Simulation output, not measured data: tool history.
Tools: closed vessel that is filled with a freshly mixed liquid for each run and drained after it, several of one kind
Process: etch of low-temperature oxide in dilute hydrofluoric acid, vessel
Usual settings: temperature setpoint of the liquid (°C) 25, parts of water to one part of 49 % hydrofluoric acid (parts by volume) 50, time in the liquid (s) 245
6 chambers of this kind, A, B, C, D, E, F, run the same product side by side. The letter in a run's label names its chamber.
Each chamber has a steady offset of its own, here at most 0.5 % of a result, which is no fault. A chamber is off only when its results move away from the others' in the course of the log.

run,day,temperature setpoint of the liquid (°C),parts of water to one part of 49 % hydrofluoric acid (parts by volume),time in the liquid (s),"read-back film thickness of the low-temperature oxide reference wafer, read on the same gauge (nm)",thickness taken off the low-temperature oxide on a monitor wafer (nm)
1A,0.138,25,50,245,40.009,57.999
2D,0.358,25,50,245,40.011,57.868
3C,0.633,25,50,245,39.988,57.94
4E,0.833,25,50,245,40.01,57.696
5F,1.1,25,50,245,39.996,57.199
6B,1.254,25,50,245,39.978,58.042
7E,1.55,25,50,245,40.002,57.125
8B,1.792,21,50,175,40.001,35.165
9F,1.954,21,50,175,39.965,34.898
10C,2.092,21,50,175,39.974,35.104
11A,2.358,21,50,175,39.984,35.181
12D,2.521,21,50,175,40,35.147
13B,2.696,21,50,175,39.981,35.225
14F,2.858,21.5,50,245,39.985,49.69
15D,3.1,21.5,50,245,39.981,50.059
16A,3.288,21.5,50,245,39.976,50.291
# day 3.442: chamber A: thermometer replaced
17E,3.562,21.5,50,245,39.996,49.274
18C,3.708,21.5,50,245,40.013,50.142
19E,3.904,21.5,50,245,39.989,49.228
20F,4.121,25,35,105,39.989,35.499
21B,4.312,25,35,105,39.993,35.583
22D,4.458,25,35,105,39.979,36.212
23C,4.596,25,35,105,40.023,36.163
24A,4.792,25,35,105,39.989,35.812
25B,4.946,25,35,105,40.013,35.986
26F,5.221,25,30,180,39.985,72.272
# day 5.467: chamber F: thermometer replaced
27C,5.508,25,30,180,40.016,73.413
28D,5.804,25,30,180,39.996,73.429
29E,6,25,30,180,39.994,72.653
# day 6.146: chamber E: thermometer replaced
30A,6.296,25,30,180,39.981,71.855
31F,6.517,25,30,180,40.006,71.587
32E,6.671,25,50,245,40.002,57.551
33A,6.925,25,50,245,40.01,57.86
34B,7.062,25,50,245,39.995,57.286
35D,7.275,25,50,180,40.01,42.729
36C,7.446,25,50,180,40.011,42.254
37E,7.733,25,50,180,39.975,42.429
38A,8.008,25,50,180,39.992,42.277
39F,8.233,25,50,180,40.002,42.083
40B,8.442,25,50,180,40.025,42.519
41D,8.654,25,50,245,40.021,57.77

Is one chamber off against the others, does the gauge drift, or is nothing wrong? If a chamber is off, say which, and what the likeliest cause is.

No chamber stands off beyond its own small offset, and the gauge holds steady.
